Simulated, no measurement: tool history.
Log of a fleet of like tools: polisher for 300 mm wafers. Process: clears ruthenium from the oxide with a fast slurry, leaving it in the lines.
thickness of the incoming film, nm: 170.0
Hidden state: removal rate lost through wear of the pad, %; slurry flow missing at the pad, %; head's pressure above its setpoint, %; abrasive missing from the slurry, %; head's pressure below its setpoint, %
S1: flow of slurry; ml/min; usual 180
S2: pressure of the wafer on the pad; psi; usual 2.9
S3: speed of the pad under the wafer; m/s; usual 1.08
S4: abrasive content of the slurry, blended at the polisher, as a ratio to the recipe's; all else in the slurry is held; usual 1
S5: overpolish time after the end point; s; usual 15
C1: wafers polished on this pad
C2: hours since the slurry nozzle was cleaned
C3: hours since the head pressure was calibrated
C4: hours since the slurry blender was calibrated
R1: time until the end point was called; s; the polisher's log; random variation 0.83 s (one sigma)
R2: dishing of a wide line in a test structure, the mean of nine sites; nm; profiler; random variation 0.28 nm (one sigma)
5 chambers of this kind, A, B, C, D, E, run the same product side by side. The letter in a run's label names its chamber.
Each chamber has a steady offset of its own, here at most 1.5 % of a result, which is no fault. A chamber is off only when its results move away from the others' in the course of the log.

run   hour   S1   S2    S3    S4  S5    C1     C2     C3     C4      R1      R2
 1D    4.9  180  2.9  1.08     1  15   397  394.5  245.1   90.9  41.519  23.468
 2E     10  180  2.9  1.08     1  15   438  247.7  559.7   94.6  43.809  23.538
 3C   13.4  180  2.9  1.08     1  15   252    220    440  100.2  42.021  23.288
 4A   20.4  180  2.9  1.08     1  15   775  373.7  440.7  152.8  41.808  23.228
      24.4  -- chamber E: slurry blender recalibrated
 5B   26.6  180  2.9  1.08     1  15   370   69.3  255.7  100.1  42.945  23.652
 6E   30.6  180  2.9  1.08     1  15   618  268.3  580.3    6.3  41.709  23.498
      32.7  -- chamber A: worn pad replaced by a new one
 7C   35.8  180  2.9  1.08     1  15   448  242.4  462.4  122.6  41.585  23.369
      39.8  -- chamber D: slurry blender recalibrated
 8D   40.9  180  2.9  1.08     1  15   712  430.5  281.1    1.2  42.871  23.788
 9B   44.6  180  2.9  1.08     1  15   527   87.3  273.7  118.1  42.001   23.38
10A   50.7  180  2.9  1.08     1  15   158    404    471  183.1  42.753   23.52
      55.9  -- chamber C: head pressure recalibrated
11A   56.2  180  2.9  1.08     1  15   206  409.5  476.5  188.6  42.893  22.929
12B   59.4  180  2.9  1.08     1  15   657  102.1  288.5  132.9  42.669  23.345
13C   62.5  220  2.9  1.08     1  23   682  269.1    6.7  149.3  45.317  25.407
14D   66.7  220  2.9  1.08     1  23   938  456.3  306.9     27  40.624  25.504
15E   71.5  220  2.9  1.08     1  23   976  309.2  621.2   47.2  41.524  25.993
      74.4  -- chamber B: worn pad replaced by a new one
16D   76.8  220  2.9  1.08     1  23  1026  466.4    317   37.1  41.057  26.218
        80  -- chamber E: worn pad replaced by a new one
17E   83.6  220  2.9  1.08     1  23    32  321.3  633.3   59.3  41.804  26.051
18B     87  180  2.9  1.08     1  15   110  129.7  316.1  160.5  42.811   23.42
      91.8  -- chamber C: worn pad replaced by a new one
19A   92.6  180  2.9  1.08     1  15   525  445.9  512.9    225  41.771  23.423
20C     96  180  2.9  1.08     1  15    36  302.6   40.2  182.8  47.652  22.063
      98.6  -- chamber B: slurry blender recalibrated
21D  101.8  180  2.9  1.08     1  15  1245  491.4    342   62.1   44.43  23.561
22B  105.9  225  3.7  1.08     1  15   275  148.6    335    7.3   32.33  25.219
     108.2  -- chamber D: worn pad replaced by a new one
23E  109.7  225  3.7  1.08     1  15   260  347.4  659.4   85.4  31.335  24.586
24C  115.8  225  3.7  1.08     1  15   210  322.4     60  202.6  35.421  24.121
25A  120.6  225  3.7  1.08     1  15   770  473.9  540.9    253  31.776  25.245
26B    127  225  3.7  1.08     1  15   460  169.7  356.1   28.4  33.417  24.633
27C    134  180  2.9  1.08     1  15   369  340.6   78.2  220.8   46.22  22.824
     134.5  -- chamber A: head pressure recalibrated
     138.3  -- chamber A: slurry nozzle cleaned
28E  139.2  180  2.9  1.08     1  15   518  376.9  688.9  114.9  42.753  23.431
29A  145.2  180  2.9  1.08     1  15   985      7   10.7  277.6  42.804   23.64
       148  -- chamber E: slurry blender recalibrated
30D  149.2  180  2.9  1.08     1  15   359  538.8  389.4  109.5   41.39  23.417
     149.8  -- chamber A: worn pad replaced by a new one
31C  152.7  180  2.9  1.08     1  15   532  359.3   96.9  239.5  46.838  22.295
     153.1  -- chamber E: head pressure recalibrated
     153.8  -- chamber D: slurry blender recalibrated
32A    159  180  2.9  1.08  1.15  15    80   20.8   24.5  291.4  40.172  23.881
33B  164.7  180  2.9  1.08  1.15  15   790  207.4  393.8   66.1  41.058  23.661
34E  167.8  180  2.9  1.08  1.15  15   768  405.5   14.7   19.8  41.911  23.533
     169.9  -- chamber B: worn pad replaced by a new one
     174.4  -- chamber D: head pressure recalibrated
35D  174.6  180  2.9  1.08  1.15  15   581  564.2    0.3   20.8  40.426  24.044
36A    179  180  2.9  1.08  1.15  15   255   40.8   44.5  311.4  39.974   23.42
37B  183.8  180  2.9  1.08     1  15   122  226.5  412.9   85.2  43.528  23.365

Is one chamber off against the others, does the gauge drift, or is nothing wrong? If a chamber is off, say which, and what the likeliest cause is.

A service left chamber C off against the others.
Cause: head's pressure below its setpoint, % = 9.56.

Here are 4 candidates for chamber C's next run, each the usual settings with a change, their results left as question marks. Which one brings its results back in line with what the others give on the usual settings?
In line means no further than this from the other chambers' mean on the usual settings: R1 2.9 s; R2 0.99 nm
38C-1  188.8  180  2.8  1.04     1  15                   ?   ?
38C-2  188.8  185  3.2   1.2  1.05  15                   ?   ?
38C-3  188.8  180    3  1.12     1  15                   ?   ?
38C-4  188.8  175  2.6  0.98  0.95  16                   ?   ?

The other chambers' mean on the usual settings: R1 42.362 s; R2 23.377 nm
  run      R1      R2
38C-1  49.809  22.012
38C-2  36.789  24.213
38C-3  43.164  23.134
38C-4   58.54  21.181
38C-3 brings the chamber back in line.
